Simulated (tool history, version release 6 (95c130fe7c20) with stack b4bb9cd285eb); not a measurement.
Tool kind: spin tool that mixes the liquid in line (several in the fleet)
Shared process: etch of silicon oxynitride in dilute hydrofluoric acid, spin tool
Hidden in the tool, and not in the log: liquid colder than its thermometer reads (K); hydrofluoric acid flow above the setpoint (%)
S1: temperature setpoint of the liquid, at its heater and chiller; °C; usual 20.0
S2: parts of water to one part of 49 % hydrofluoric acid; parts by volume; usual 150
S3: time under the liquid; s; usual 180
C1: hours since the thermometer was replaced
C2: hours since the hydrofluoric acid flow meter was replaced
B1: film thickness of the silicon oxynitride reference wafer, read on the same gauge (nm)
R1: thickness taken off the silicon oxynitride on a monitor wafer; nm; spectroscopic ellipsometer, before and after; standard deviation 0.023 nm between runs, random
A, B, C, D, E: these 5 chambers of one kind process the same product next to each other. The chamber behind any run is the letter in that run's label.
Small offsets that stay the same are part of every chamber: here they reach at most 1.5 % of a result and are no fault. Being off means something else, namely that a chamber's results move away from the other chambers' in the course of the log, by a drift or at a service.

Run 1C, hour 7.2: usual settings; C1 2888.9; C2 849.6; B1 40.009. Result: R1 2.3656 nm.
At hour 14.1: chamber D: hydrofluoric acid flow meter replaced.
Run 2B, hour 16.4: usual settings; C1 152.6; C2 452.6; B1 40.025. Result: R1 2.4074 nm.
Run 3A, hour 22.6: usual settings; C1 786.3; C2 151.5; B1 39.977. Result: R1 2.4298 nm.
Run 4E, hour 27.6: usual settings; C1 66.3; C2 34.4; B1 40.001. Result: R1 2.4037 nm.
Run 5D, hour 34.0: usual settings; C1 561.7; C2 20.0; B1 40.017. Result: R1 2.4035 nm.
Run 6B, hour 39.4: usual settings; C1 175.6; C2 475.6; B1 39.974. Result: R1 2.4238 nm.
At hour 44.8: chamber C: thermometer replaced.
Run 7A, hour 45.0: usual settings; C1 808.7; C2 173.9; B1 39.973. Result: R1 2.3797 nm.
Run 8C, hour 49.9: usual settings; C1 5.1; C2 892.3; B1 40.016. Result: R1 2.3923 nm.
Run 9E, hour 58.9: usual settings; C1 97.6; C2 65.7; B1 40.008. Result: R1 2.4249 nm.
Run 10D, hour 65.6: usual settings; C1 593.3; C2 51.6; B1 39.999. Result: R1 2.4173 nm.
Run 11E, hour 70.2: usual settings; C1 108.9; C2 77.0; B1 39.993. Result: R1 2.4241 nm.
Run 12A, hour 74.8: usual settings; C1 838.5; C2 203.7; B1 40.004. Result: R1 2.4136 nm.
Run 13C, hour 82.9: usual settings; C1 38.1; C2 925.3; B1 39.991. Result: R1 2.3880 nm.
Run 14B, hour 91.8: usual settings but S2 185 parts by volume; C1 228.0; C2 528.0; B1 40.020. Result: R1 1.9387 nm.
Run 15D, hour 100.7: usual settings but S2 185 parts by volume; C1 628.4; C2 86.7; B1 40.035. Result: R1 1.9217 nm.
Run 16C, hour 106.3: usual settings but S2 185 parts by volume; C1 61.5; C2 948.7; B1 39.994. Result: R1 1.8733 nm.
Run 17A, hour 114.8: usual settings but S2 185 parts by volume; C1 878.5; C2 243.7; B1 40.006. Result: R1 1.9445 nm.
Run 18E, hour 119.6: usual settings but S2 185 parts by volume; C1 158.3; C2 126.4; B1 40.025. Result: R1 1.8975 nm.
Run 19B, hour 128.7: usual settings; C1 264.9; C2 564.9; B1 40.012. Result: R1 2.3984 nm.
Run 20D, hour 137.8: usual settings; C1 665.5; C2 123.8; B1 39.947. Result: R1 2.4063 nm.
Run 21D, hour 144.9: usual settings but S1 23.5 °C; C1 672.6; C2 130.9; B1 39.979. Result: R1 2.8133 nm.
Run 22A, hour 154.0: usual settings but S1 23.5 °C; C1 917.7; C2 282.9; B1 39.992. Result: R1 2.9799 nm.
Run 23E, hour 163.5: usual settings but S1 23.5 °C; C1 202.2; C2 170.3; B1 39.984. Result: R1 2.7894 nm.
Run 24B, hour 169.5: usual settings but S1 23.5 °C; C1 305.7; C2 605.7; B1 39.979. Result: R1 2.8642 nm.
Run 25C, hour 179.1: usual settings but S1 23.5 °C; C1 134.3; C2 1021.5; B1 40.004. Result: R1 2.8283 nm.
Run 26E, hour 185.5: usual settings but S2 200 parts by volume; C1 224.2; C2 192.3; B1 40.026. Result: R1 1.7353 nm.
Run 27B, hour 195.3: usual settings but S2 200 parts by volume; C1 331.5; C2 631.5; B1 39.998. Result: R1 1.7250 nm.
Run 28A, hour 201.2: usual settings but S2 200 parts by volume; C1 964.9; C2 330.1; B1 39.995. Result: R1 1.8203 nm.
Run 29D, hour 209.6: usual settings but S2 200 parts by volume; C1 737.3; C2 195.6; B1 39.972. Result: R1 1.7576 nm.
Run 30C, hour 219.2: usual settings but S2 200 parts by volume; C1 174.4; C2 1061.6; B1 40.004. Result: R1 1.7171 nm.
Run 31A, hour 223.7: usual settings but S1 17.0 °C, S2 115 parts by volume; C1 987.4; C2 352.6; B1 39.994. Result: R1 2.9451 nm.
Run 32E, hour 230.4: usual settings but S1 17.0 °C, S2 115 parts by volume; C1 269.1; C2 237.2; B1 39.994. Result: R1 2.7480 nm.
Run 33B, hour 239.5: usual settings but S1 17.0 °C, S2 115 parts by volume; C1 375.7; C2 675.7; B1 40.001. Result: R1 2.7517 nm.
Run 34C, hour 248.6: usual settings but S1 17.0 °C, S2 115 parts by volume; C1 203.8; C2 1091.0; B1 40.008. Result: R1 2.8154 nm.
Run 35D, hour 257.7: usual settings but S1 17.0 °C, S2 115 parts by volume; C1 785.4; C2 243.7; B1 40.055. Result: R1 2.7598 nm.
Run 36A, hour 267.3: usual settings; C1 1031.0; C2 396.2; B1 39.966. Result: R1 2.5767 nm.
Run 37C, hour 274.2: usual settings; C1 229.4; C2 1116.6; B1 39.991. Result: R1 2.4159 nm.
Run 38D, hour 279.6: usual settings; C1 807.3; C2 265.6; B1 39.999. Result: R1 2.3945 nm.
Run 39E, hour 285.3: usual settings; C1 324.0; C2 292.1; B1 39.998. Result: R1 2.4300 nm.
Run 40B, hour 295.1: usual settings; C1 431.3; C2 731.3; B1 40.023. Result: R1 2.4515 nm.
Run 41D, hour 303.5: usual settings; C1 831.2; C2 289.5; B1 40.002. Result: R1 2.3840 nm.
Run 42E, hour 311.9: usual settings; C1 350.6; C2 318.7; B1 40.009. Result: R1 2.3695 nm.

Is one chamber out of step, is the gauge drifting, or do the chambers differ by no more than their own small offsets? For an off chamber, give its letter and the likeliest cause.

One chamber, A, drifts off from the rest bit by bit.
Most likely cause: hydrofluoric acid flow above the setpoint (%) = 10.1.
From this log alone, it may not be told apart from: liquid hotter than its thermometer reads (K).

Chamber A could run next with any of the 4 candidate recipes listed below; each alters the usual settings, and their results appear as question marks. Which one brings its results back in line with what the other chambers deliver on the usual settings?
Allowed miss from the other chambers' usual-settings mean, per result, to count as in line: R1 0.0810 nm
Run 43A-1, hour 318.9: usual settings but S3 175 s. Result: R1 ?.
Run 43A-2, hour 318.9: usual settings but S1 17.5 °C. Result: R1 ?.
Run 43A-3, hour 318.9: usual settings but S1 22.5 °C. Result: R1 ?.
Run 43A-4, hour 318.9: usual settings but S3 185 s. Result: R1 ?.

Mean of the other chambers on the usual settings: R1 2.4003 nm
  run      R1
43A-1  2.5994
43A-2  2.3679
43A-3  3.0120
43A-4  2.7479
With 43A-2, the chamber falls back in line with the rest.

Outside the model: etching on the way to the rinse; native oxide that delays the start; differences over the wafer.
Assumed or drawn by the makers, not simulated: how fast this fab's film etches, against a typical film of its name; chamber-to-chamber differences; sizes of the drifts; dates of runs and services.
